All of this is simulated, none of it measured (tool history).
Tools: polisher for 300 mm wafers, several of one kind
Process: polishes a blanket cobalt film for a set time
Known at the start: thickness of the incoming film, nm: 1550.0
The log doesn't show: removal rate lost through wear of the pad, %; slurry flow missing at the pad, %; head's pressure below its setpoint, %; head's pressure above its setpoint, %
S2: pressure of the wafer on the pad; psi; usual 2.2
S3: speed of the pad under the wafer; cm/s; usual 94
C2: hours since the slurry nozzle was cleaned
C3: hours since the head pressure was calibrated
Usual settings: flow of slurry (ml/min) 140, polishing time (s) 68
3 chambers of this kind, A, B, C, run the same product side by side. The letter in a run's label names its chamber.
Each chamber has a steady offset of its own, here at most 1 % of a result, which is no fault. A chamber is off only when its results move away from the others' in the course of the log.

Run 1B, hour 10.3: usual settings; wafers polished on this pad 155; C2 137; C3 1514.9. Result: film removed (angstrom) 2922.8.
At hour 12.2: chamber C: worn pad replaced by a new one.
At hour 16.1: chamber B: head pressure recalibrated.
Run 2A, hour 16.8: usual settings; wafers polished on this pad 619; C2 425.9; C3 51.8. Result: film removed (angstrom) 2973.9.
Run 3C, hour 23.7: usual settings; wafers polished on this pad 114; C2 39.6; C3 604.3. Result: film removed (angstrom) 2881.4.
Run 4B, hour 31.4: usual settings; wafers polished on this pad 365; C2 158.1; C3 15.3. Result: film removed (angstrom) 2939.3.
At hour 32.2: chamber A: worn pad replaced by a new one.
Run 5A, hour 40.3: usual settings but S2 2.5 psi; wafers polished on this pad 80; C2 449.4; C3 75.3. Result: film removed (angstrom) 3360.2.
Run 6C, hour 49.7: usual settings but S2 2.5 psi; wafers polished on this pad 373; C2 65.6; C3 630.3. Result: film removed (angstrom) 3241.1.
Run 7A, hour 57.6: usual settings but S2 2.5 psi; wafers polished on this pad 253; C2 466.7; C3 92.6. Result: film removed (angstrom) 3299.7.
At hour 62.7: chamber B: worn pad replaced by a new one.
Run 8B, hour 65.8: usual settings; wafers polished on this pad 31; C2 192.5; C3 49.7. Result: film removed (angstrom) 2930.5.
Run 9C, hour 75.2: usual settings; wafers polished on this pad 627; C2 91.1; C3 655.8. Result: film removed (angstrom) 2810.3.
At hour 77.1: chamber C: worn pad replaced by a new one.
Run 10B, hour 82.9: usual settings; wafers polished on this pad 201; C2 209.6; C3 66.8. Result: film removed (angstrom) 2903.8.
Run 11A, hour 94.1: usual settings but S2 1.8 psi; wafers polished on this pad 616; C2 503.2; C3 129.1. Result: film removed (angstrom) 2417.3.
At hour 102.6: chamber B: slurry nozzle cleaned.
Run 12C, hour 108.7: usual settings but S2 1.8 psi; wafers polished on this pad 315; C2 124.6; C3 689.3. Result: film removed (angstrom) 2296.6.
Run 13C, hour 115.5: usual settings but S2 1.8 psi; wafers polished on this pad 383; C2 131.4; C3 696.1. Result: film removed (angstrom) 2247.1.
At hour 123: chamber B: worn pad replaced by a new one.
Run 14A, hour 128.6: usual settings but flow of slurry (ml/min) 120, polishing time (s) 53; wafers polished on this pad 960; C2 537.7; C3 163.6. Result: film removed (angstrom) 2221.3.
At hour 130.5: chamber A: worn pad replaced by a new one.
Run 15B, hour 136.7: usual settings but flow of slurry (ml/min) 120, polishing time (s) 53; wafers polished on this pad 137; C2 34.1; C3 120.6. Result: film removed (angstrom) 2200.1.
At hour 148.6: chamber C: worn pad replaced by a new one.
Run 16B, hour 148.8: usual settings but flow of slurry (ml/min) 120, polishing time (s) 53; wafers polished on this pad 257; C2 46.2; C3 132.7. Result: film removed (angstrom) 2186.
Run 17C, hour 158: usual settings; wafers polished on this pad 94; C2 173.9; C3 738.6. Result: film removed (angstrom) 2765.7.
Run 18A, hour 168.3: usual settings; wafers polished on this pad 377; C2 577.4; C3 203.3. Result: film removed (angstrom) 2948.7.
Run 19B, hour 183: usual settings but S2 2.5 psi, polishing time (s) 51; wafers polished on this pad 598; C2 80.4; C3 166.9. Result: film removed (angstrom) 2462.
Run 20A, hour 192.9: usual settings but S2 2.5 psi, polishing time (s) 51; wafers polished on this pad 622; C2 602; C3 227.9. Result: film removed (angstrom) 2581.3.
Run 21C, hour 206: usual settings but S2 2.5 psi, polishing time (s) 51; wafers polished on this pad 572; C2 221.9; C3 786.6. Result: film removed (angstrom) 2254.3.
At hour 211.5: chamber C: worn pad replaced by a new one.
Run 22C, hour 214.5: usual settings; wafers polished on this pad 30; C2 230.4; C3 795.1. Result: film removed (angstrom) 2637.

Next, every chamber runs the same settings. What will each give?
Run 23A, hour 225.1: usual settings but S2 2.8 psi. Result: film removed (angstrom) ?.
Run 23B, hour 225.1: usual settings but S2 2.8 psi. Result: film removed (angstrom) ?.
Run 23C, hour 225.1: usual settings but S2 2.8 psi. Result: film removed (angstrom) ?.

run  film removed (angstrom)
23A                   3706.5
23B                   3716.7
23C                   3269.2
